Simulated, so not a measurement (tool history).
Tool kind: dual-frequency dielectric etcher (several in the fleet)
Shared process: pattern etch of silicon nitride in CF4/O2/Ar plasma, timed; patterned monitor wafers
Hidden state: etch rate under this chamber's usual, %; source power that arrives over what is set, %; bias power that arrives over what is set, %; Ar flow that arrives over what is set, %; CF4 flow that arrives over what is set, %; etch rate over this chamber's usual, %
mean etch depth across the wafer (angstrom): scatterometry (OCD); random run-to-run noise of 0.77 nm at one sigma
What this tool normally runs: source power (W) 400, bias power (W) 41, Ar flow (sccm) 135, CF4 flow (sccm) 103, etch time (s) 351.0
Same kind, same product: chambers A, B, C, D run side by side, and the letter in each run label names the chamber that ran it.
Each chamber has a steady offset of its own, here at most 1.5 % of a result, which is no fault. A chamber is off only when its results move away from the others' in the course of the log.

run    day  source power (W)  bias power (W)  Ar flow (sccm)  CF4 flow (sccm)  etch time (s)  hours since the last wet clean  hours since the last source power generator calibration  hours since the last bias power generator calibration  hours since the last Ar flow controller change  hours since the last CF4 flow controller change  read-back reference wafer on the same gauge, depth_nm  mean etch depth across the wafer (angstrom)
 1B  0.179               400              41             135              103          351.0                           192.2                                                   1427.2                                                 2651.4                                          2271.4                                            361.5                                                 417.93                                       4912.6
 2A  0.333               400              41             135              103          351.0                           508.3                                                    525.5                                                 3408.1                                          2744.8                                           3985.5                                                 417.86                                       4859.4
 3D  0.662               400              41             135              103          351.0                            47.6                                                    374.4                                                 1152.6                                           253.0                                            865.6                                                 417.67                                       4980.0
 4C  0.962               400              41             135              103          351.0                           523.4                                                   3684.5                                                 1659.8                                          1682.6                                            121.5                                                 417.64                                       4957.9
 5C  1.233               400              41             135              103          351.0                           529.9                                                   3691.0                                                 1666.3                                          1689.1                                            128.0                                                 417.62                                       4955.6
 6B  1.429               400              41             135              103          351.0                           222.2                                                   1457.2                                                 2681.4                                          2301.4                                            391.5                                                 417.61                                       4917.7
 7A  1.596               400              41             135              103          351.0                           538.6                                                    555.8                                                 3438.4                                          2775.1                                           4015.8                                                 417.53                                       4862.6
 8D  1.875               400              41             135              103          351.0                            76.7                                                    403.5                                                 1181.7                                           282.1                                            894.7                                                 417.50                                       4967.0
 9B  2.088               400              41             135              103          351.0                           238.0                                                   1473.0                                                 2697.2                                          2317.2                                            407.3                                                 417.43                                       4909.3
10A  2.279               400              41             135              103          351.0                           555.0                                                    572.2                                                 3454.8                                          2791.5                                           4032.2                                                 417.41                                       4863.2
11C  2.562               400              41             135              103          351.0                           561.8                                                   3722.9                                                 1698.2                                          1721.0                                            159.9                                                 417.16                                       4942.0
     2.646  -- chamber A: wet clean of the chamber
12D  2.808               400              41             135              103          351.0                            99.1                                                    425.9                                                 1204.1                                           304.5                                            917.1                                                 417.20                                       4964.2
13A  3.075               400              41             135              103          351.0                            10.4                                                    591.3                                                 3473.9                                          2810.6                                           4051.3                                                 417.20                                       4865.3
14B  3.412               400              41             119              103          281.5                           269.8                                                   1504.8                                                 2729.0                                          2349.0                                            439.1                                                 417.08                                       4007.6
15D  3.654               400              41             119              103          281.5                           119.4                                                    446.2                                                 1224.4                                           324.8                                            937.4                                                 416.83                                       4047.7
16C  3.846               400              41             119              103          281.5                           592.6                                                   3753.7                                                 1729.0                                          1751.8                                            190.7                                                 416.95                                       4038.5
17A  4.079               400              41             119              103          281.5                            34.5                                                    615.4                                                 3498.0                                          2834.7                                           4075.4                                                 416.80                                       3977.1
     4.096  -- chamber C: wet clean of the chamber
18B  4.308               400              41             135              103          351.0                           291.3                                                   1526.3                                                 2750.5                                          2370.5                                            460.6                                                 416.59                                       4905.3
19C  4.642               400              41             135              103          351.0                            13.2                                                   3772.8                                                 1748.1                                          1770.9                                            209.8                                                 416.65                                       4954.5
20D  4.850               400              41             135              103          351.0                           148.1                                                    474.9                                                 1253.1                                           353.5                                            966.1                                                 416.61                                       4963.2
21C  5.058               400              41             135              103          351.0                            23.2                                                   3782.8                                                 1758.1                                          1780.9                                            219.8                                                 416.45                                       4950.7
22B  5.233               400              41             135              103          351.0                           313.5                                                   1548.5                                                 2772.7                                          2392.7                                            482.8                                                 416.47                                       4904.2
23D  5.429               330              41             135              103          436.0                           162.0                                                    488.8                                                 1267.0                                           367.4                                            980.0                                                 416.26                                       5199.9
24A  5.654               330              41             135              103          436.0                            72.3                                                    653.2                                                 3535.8                                          2872.5                                           4113.2                                                 416.31                                       5114.4
25A  5.892               330              41             135              103          436.0                            78.0                                                    658.9                                                 3541.5                                          2878.2                                           4118.9                                                 416.25                                       5099.7
26D  6.233               330              41             135              103          436.0                           181.3                                                    508.1                                                 1286.3                                           386.7                                            999.3                                                 416.05                                       5207.2
27C  6.554               350              41             135              103          351.0                            59.1                                                   3818.7                                                 1794.0                                          1816.8                                            255.7                                                 416.02                                       4415.1
28B  6.708               350              41             135              103          351.0                           348.9                                                   1583.9                                                 2808.1                                          2428.1                                            518.2                                                 416.01                                       4374.6
29B  6.896               350              41             135              103          351.0                           353.4                                                   1588.4                                                 2812.6                                          2432.6                                            522.7                                                 416.12                                       4358.1
30A  7.179               350              41             135              103          351.0                           108.9                                                    689.8                                                 3572.4                                          2909.1                                           4149.8                                                 415.87                                       4318.5
31C  7.429               400              41             135              103          351.0                            80.1                                                   3839.7                                                 1815.0                                          1837.8                                            276.7                                                 415.82                                       4940.8
32D  7.758               400              41             135              103          351.0                           217.9                                                    544.7                                                 1322.9                                           423.3                                           1035.9                                                 415.53                                       4952.6
33B  7.933               400              41             135              103          351.0                           378.3                                                   1613.3                                                 2837.5                                          2457.5                                            547.6                                                 415.57                                       4885.9
34A  8.200               400              41             135              103          351.0                           133.4                                                    714.3                                                 3596.9                                          2933.6                                           4174.3                                                 415.63                                       4838.0
35C  8.529               400              41             135              103          351.0                           106.5                                                   3866.1                                                 1841.4                                          1864.2                                            303.1                                                 415.48                                       4947.4
36D  8.875               400              41             135              103          351.0                           244.7                                                    571.5                                                 1349.7                                           450.1                                           1062.7                                                 415.44                                       4953.1

For the next run the whole fleet of 4 chambers uses the same settings. Give each chamber's results:
37A  9.129               400              41             135              103          351.0                                                                                                                                                                                                                                                                                                                                                    ?
37B  9.129               400              41             135              103          351.0                                                                                                                                                                                                                                                                                                                                                    ?
37C  9.129               400              41             135              103          351.0                                                                                                                                                                                                                                                                                                                                                    ?
37D  9.129               400              41             135              103          351.0                                                                                                                                                                                                                                                                                                                                                    ?

run  mean etch depth across the wafer (angstrom)
37A                                       4846.9
37B                                       4893.2
37C                                       4943.4
37D                                       4940.1

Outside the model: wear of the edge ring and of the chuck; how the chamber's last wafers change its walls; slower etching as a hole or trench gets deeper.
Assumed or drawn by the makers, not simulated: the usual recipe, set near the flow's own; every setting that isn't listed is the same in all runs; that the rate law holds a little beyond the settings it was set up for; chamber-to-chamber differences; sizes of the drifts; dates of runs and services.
